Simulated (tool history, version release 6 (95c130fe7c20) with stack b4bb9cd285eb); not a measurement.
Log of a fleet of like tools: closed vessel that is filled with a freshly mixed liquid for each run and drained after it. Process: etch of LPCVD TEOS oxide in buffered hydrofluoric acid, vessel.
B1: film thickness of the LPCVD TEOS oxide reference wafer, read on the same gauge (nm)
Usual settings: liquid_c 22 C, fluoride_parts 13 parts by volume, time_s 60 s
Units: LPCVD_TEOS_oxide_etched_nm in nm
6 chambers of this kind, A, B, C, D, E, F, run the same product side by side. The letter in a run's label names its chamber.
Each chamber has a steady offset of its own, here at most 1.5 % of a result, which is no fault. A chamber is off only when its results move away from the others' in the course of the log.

{"run": "1D", "hour": 5.3, "liquid_c": 22, "fluoride_parts": 13, "time_s": 60, "B1": 99.97, "LPCVD_TEOS_oxide_etched_nm": 105.04}
{"run": "2F", "hour": 10.8, "liquid_c": 22, "fluoride_parts": 13, "time_s": 60, "B1": 99.961, "LPCVD_TEOS_oxide_etched_nm": 104.27}
{"run": "3B", "hour": 19.0, "liquid_c": 22, "fluoride_parts": 13, "time_s": 60, "B1": 100.02, "LPCVD_TEOS_oxide_etched_nm": 104.03}
{"run": "4C", "hour": 28.7, "liquid_c": 22, "fluoride_parts": 13, "time_s": 60, "B1": 100.02, "LPCVD_TEOS_oxide_etched_nm": 105.02}
{"run": "5E", "hour": 38.0, "liquid_c": 22, "fluoride_parts": 13, "time_s": 60, "B1": 99.978, "LPCVD_TEOS_oxide_etched_nm": 103.26}
{"run": "6A", "hour": 46.9, "liquid_c": 22, "fluoride_parts": 9.5, "time_s": 30, "B1": 100.01, "LPCVD_TEOS_oxide_etched_nm": 70.177}
{"run": "7A", "hour": 57.1, "liquid_c": 22, "fluoride_parts": 9.5, "time_s": 30, "B1": 99.981, "LPCVD_TEOS_oxide_etched_nm": 71.212}
{"run": "8E", "hour": 64.2, "liquid_c": 22, "fluoride_parts": 9.5, "time_s": 30, "B1": 100.06, "LPCVD_TEOS_oxide_etched_nm": 68.931}
{"run": "9D", "hour": 70.7, "liquid_c": 22, "fluoride_parts": 9.5, "time_s": 30, "B1": 100.02, "LPCVD_TEOS_oxide_etched_nm": 70.672}
{"run": "10F", "hour": 78.8, "liquid_c": 22, "fluoride_parts": 9.5, "time_s": 30, "B1": 100.04, "LPCVD_TEOS_oxide_etched_nm": 69.999}
{"run": "11C", "hour": 85.1, "liquid_c": 22, "fluoride_parts": 9.5, "time_s": 30, "B1": 99.956, "LPCVD_TEOS_oxide_etched_nm": 68.98}
{"run": "12B", "hour": 93.3, "liquid_c": 22, "fluoride_parts": 13, "time_s": 60, "B1": 100.05, "LPCVD_TEOS_oxide_etched_nm": 104.38}
{"run": "13A", "hour": 101.5, "liquid_c": 22, "fluoride_parts": 13, "time_s": 60, "B1": 100.05, "LPCVD_TEOS_oxide_etched_nm": 106.62}
{"run": "14C", "hour": 111.9, "liquid_c": 22, "fluoride_parts": 13, "time_s": 60, "B1": 100.02, "LPCVD_TEOS_oxide_etched_nm": 105.2}
{"run": "15D", "hour": 121.2, "liquid_c": 22, "fluoride_parts": 13, "time_s": 60, "B1": 100, "LPCVD_TEOS_oxide_etched_nm": 105.16}
{"run": "16F", "hour": 131.3, "liquid_c": 22, "fluoride_parts": 13, "time_s": 60, "B1": 100.03, "LPCVD_TEOS_oxide_etched_nm": 104.15}
{"run": "17E", "hour": 140.7, "liquid_c": 22, "fluoride_parts": 13, "time_s": 60, "B1": 99.915, "LPCVD_TEOS_oxide_etched_nm": 103.77}
{"run": "18B", "hour": 148.0, "liquid_c": 22, "fluoride_parts": 13, "time_s": 60, "B1": 100.07, "LPCVD_TEOS_oxide_etched_nm": 103.81}
{"run": "19F", "hour": 155.7, "liquid_c": 22, "fluoride_parts": 13, "time_s": 60, "B1": 100.02, "LPCVD_TEOS_oxide_etched_nm": 103.34}
{"run": "20B", "hour": 165.3, "liquid_c": 22, "fluoride_parts": 13, "time_s": 60, "B1": 99.98, "LPCVD_TEOS_oxide_etched_nm": 104.41}
{"run": "21A", "hour": 170.9, "liquid_c": 22, "fluoride_parts": 13, "time_s": 60, "B1": 100.02, "LPCVD_TEOS_oxide_etched_nm": 108.6}
{"run": "22E", "hour": 176.5, "liquid_c": 22, "fluoride_parts": 13, "time_s": 60, "B1": 100.02, "LPCVD_TEOS_oxide_etched_nm": 102.55}
{"hour": 179.8, "done": "chamber A: thermometer replaced"}
{"run": "23C", "hour": 186.2, "liquid_c": 22, "fluoride_parts": 13, "time_s": 60, "B1": 99.996, "LPCVD_TEOS_oxide_etched_nm": 103.39}
{"run": "24D", "hour": 195.8, "liquid_c": 22, "fluoride_parts": 13, "time_s": 60, "B1": 100.07, "LPCVD_TEOS_oxide_etched_nm": 103.86}
{"run": "25D", "hour": 206.2, "liquid_c": 22, "fluoride_parts": 13, "time_s": 60, "B1": 99.997, "LPCVD_TEOS_oxide_etched_nm": 103.16}
{"run": "26E", "hour": 215.8, "liquid_c": 22, "fluoride_parts": 13, "time_s": 60, "B1": 100.02, "LPCVD_TEOS_oxide_etched_nm": 103.47}
{"run": "27A", "hour": 222.8, "liquid_c": 25, "fluoride_parts": 13, "time_s": 40, "B1": 99.995, "LPCVD_TEOS_oxide_etched_nm": 85.03}
{"run": "28C", "hour": 232.4, "liquid_c": 25, "fluoride_parts": 13, "time_s": 40, "B1": 99.997, "LPCVD_TEOS_oxide_etched_nm": 81.983}
{"run": "29B", "hour": 239.4, "liquid_c": 25, "fluoride_parts": 13, "time_s": 40, "B1": 99.989, "LPCVD_TEOS_oxide_etched_nm": 81.76}
{"run": "30F", "hour": 249.2, "liquid_c": 25, "fluoride_parts": 13, "time_s": 40, "B1": 100, "LPCVD_TEOS_oxide_etched_nm": 82.143}
{"run": "31C", "hour": 254.6, "liquid_c": 25, "fluoride_parts": 13, "time_s": 40, "B1": 99.986, "LPCVD_TEOS_oxide_etched_nm": 81.779}
{"run": "32A", "hour": 264.0, "liquid_c": 25, "fluoride_parts": 13, "time_s": 40, "B1": 99.998, "LPCVD_TEOS_oxide_etched_nm": 86.173}
{"run": "33E", "hour": 271.7, "liquid_c": 19.5, "fluoride_parts": 13, "time_s": 85, "B1": 99.993, "LPCVD_TEOS_oxide_etched_nm": 128.11}
{"run": "34B", "hour": 279.9, "liquid_c": 19.5, "fluoride_parts": 13, "time_s": 85, "B1": 99.988, "LPCVD_TEOS_oxide_etched_nm": 127.19}
{"run": "35F", "hour": 289.6, "liquid_c": 19.5, "fluoride_parts": 13, "time_s": 85, "B1": 100.04, "LPCVD_TEOS_oxide_etched_nm": 128.69}
{"run": "36D", "hour": 297.4, "liquid_c": 19.5, "fluoride_parts": 13, "time_s": 85, "B1": 99.977, "LPCVD_TEOS_oxide_etched_nm": 127.85}
{"run": "37B", "hour": 305.0, "liquid_c": 19.5, "fluoride_parts": 13, "time_s": 85, "B1": 99.942, "LPCVD_TEOS_oxide_etched_nm": 127.9}
{"run": "38E", "hour": 310.6, "liquid_c": 19.5, "fluoride_parts": 13, "time_s": 85, "B1": 100.01, "LPCVD_TEOS_oxide_etched_nm": 127.39}
{"run": "39F", "hour": 318.7, "liquid_c": 22, "fluoride_parts": 13, "time_s": 60, "B1": 100.01, "LPCVD_TEOS_oxide_etched_nm": 102.5}
{"run": "40A", "hour": 326.9, "liquid_c": 22, "fluoride_parts": 13, "time_s": 60, "B1": 99.973, "LPCVD_TEOS_oxide_etched_nm": 110.34}
{"run": "41D", "hour": 335.7, "liquid_c": 22, "fluoride_parts": 16.5, "time_s": 60, "B1": 100.01, "LPCVD_TEOS_oxide_etched_nm": 82.66}
{"run": "42C", "hour": 342.1, "liquid_c": 22, "fluoride_parts": 16.5, "time_s": 60, "B1": 100.03, "LPCVD_TEOS_oxide_etched_nm": 82.702}

Next, every chamber runs the same settings. What will each give?
{"run": "43A", "hour": 349.6, "liquid_c": 26, "fluoride_parts": 13, "time_s": 60, "LPCVD_TEOS_oxide_etched_nm": "?"}
{"run": "43B", "hour": 349.6, "liquid_c": 26, "fluoride_parts": 13, "time_s": 60, "LPCVD_TEOS_oxide_etched_nm": "?"}
{"run": "43C", "hour": 349.6, "liquid_c": 26, "fluoride_parts": 13, "time_s": 60, "LPCVD_TEOS_oxide_etched_nm": "?"}
{"run": "43D", "hour": 349.6, "liquid_c": 26, "fluoride_parts": 13, "time_s": 60, "LPCVD_TEOS_oxide_etched_nm": "?"}
{"run": "43E", "hour": 349.6, "liquid_c": 26, "fluoride_parts": 13, "time_s": 60, "LPCVD_TEOS_oxide_etched_nm": "?"}
{"run": "43F", "hour": 349.6, "liquid_c": 26, "fluoride_parts": 13, "time_s": 60, "LPCVD_TEOS_oxide_etched_nm": "?"}

run=43A LPCVD_TEOS_oxide_etched_nm=136.9
run=43B LPCVD_TEOS_oxide_etched_nm=130.52
run=43C LPCVD_TEOS_oxide_etched_nm=131.01
run=43D LPCVD_TEOS_oxide_etched_nm=129.27
run=43E LPCVD_TEOS_oxide_etched_nm=126.78
run=43F LPCVD_TEOS_oxide_etched_nm=129.1

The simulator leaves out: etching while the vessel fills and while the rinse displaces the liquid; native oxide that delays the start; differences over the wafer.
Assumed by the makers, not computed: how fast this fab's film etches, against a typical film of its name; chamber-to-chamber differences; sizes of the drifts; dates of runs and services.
